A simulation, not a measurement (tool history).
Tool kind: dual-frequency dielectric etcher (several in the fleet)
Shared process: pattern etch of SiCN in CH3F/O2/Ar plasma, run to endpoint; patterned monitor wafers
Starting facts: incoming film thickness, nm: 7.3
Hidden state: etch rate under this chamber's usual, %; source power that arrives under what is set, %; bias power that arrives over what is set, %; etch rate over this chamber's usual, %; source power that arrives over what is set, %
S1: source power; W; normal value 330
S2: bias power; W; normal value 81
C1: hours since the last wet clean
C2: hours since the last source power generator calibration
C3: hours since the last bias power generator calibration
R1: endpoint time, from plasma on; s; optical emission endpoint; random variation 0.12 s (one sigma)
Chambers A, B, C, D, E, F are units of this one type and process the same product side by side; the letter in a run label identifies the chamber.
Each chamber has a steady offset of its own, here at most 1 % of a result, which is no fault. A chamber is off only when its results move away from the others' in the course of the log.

run   hour   S1  S2     C1      C2      C3      R1
 1E      6  330  81  135.3   491.8   755.7  20.033
 2B   17.9  330  81  156.6  3444.1   396.4  20.103
 3A   25.7  330  81  237.2   810.9  2561.1   20.04
      34.6  -- chamber C: wet clean of the chamber
 4C   36.2  330  81    1.7   970.8    60.5  19.968
 5D     42  250  97    432   510.3     131  20.624
      42.9  -- chamber B: source power generator calibrated
 6F   51.8  250  97    392  1313.2  4637.1  20.626
 7B   63.1  250  97  201.8    20.2   441.6  20.826
      66.3  -- chamber D: wet clean of the chamber
 8D     74  250  97    7.8   542.3     163  20.832
 9E   81.9  250  97  211.2   567.7   831.6  20.566
10C   94.2  250  97   59.7  1028.8   118.5  20.824
     102.5  -- chamber A: wet clean of the chamber
11F  103.3  330  81  443.5  1364.7  4688.6  20.127
12A  111.5  330  81    9.1   896.7  2646.9  21.209
13E  122.7  330  81    252   608.5   872.4  19.922
     127.2  -- chamber F: wet clean of the chamber
14B  132.2  330  81  270.9    89.3   510.7  20.004
15A    142  330  81   39.6   927.2  2677.4  21.044
16D  150.6  330  81   84.4   618.9   239.6   20.21
17F  157.8  330  81   30.7  1419.2  4743.1  20.051
18C  168.2  330  81  133.7  1102.8   192.5  19.886
19C  175.4  300  81  140.9    1110   199.7  20.692
20E  185.2  300  81  314.5     671   934.9  20.565
21F  192.1  300  81     65  1453.5  4777.4  20.546
22B  199.4  300  81  338.1   156.5   577.9  20.844
23A  210.4  300  81    108   995.6  2745.8  21.793
24D  221.1  300  81  154.9   689.4   310.1  20.837
25A    228  330  81  125.6  1013.2  2763.4  20.929
26C    235  330  81  200.5  1169.6   259.3  20.132
27B  241.3  330  81    380   198.4   619.8  19.935
28F  248.2  330  81  121.1  1509.6  4833.5  20.052
29D    255  270  70  188.8   723.3     344  22.924
30E  263.4  270  70  392.7   749.2  1013.1   22.51
31B  270.8  270  70  409.5   227.9   649.3  22.606
32F  277.7  270  70  150.6  1539.1    4863  22.649
33E  289.3  270  70  418.6   775.1    1039  22.321
34C    299  270  70  264.5  1233.6   323.3  22.609
35A  305.4  330  81    203  1090.6  2840.8  20.986
36D  311.5  330  81  245.3   779.8   400.5  20.178
37D  322.9  330  81  256.7   791.2   411.9  19.955

The same settings go to every chamber for the next run, one line per chamber below. Forecast the results for each:
38A  331.8  330  100               ?
38B  331.8  330  100               ?
38C  331.8  330  100               ?
38D  331.8  330  100               ?
38E  331.8  330  100               ?
38F  331.8  330  100               ?

run      R1
38A  19.298
38B  18.562
38C  18.586
38D  18.666
38E  18.401
38F  18.248
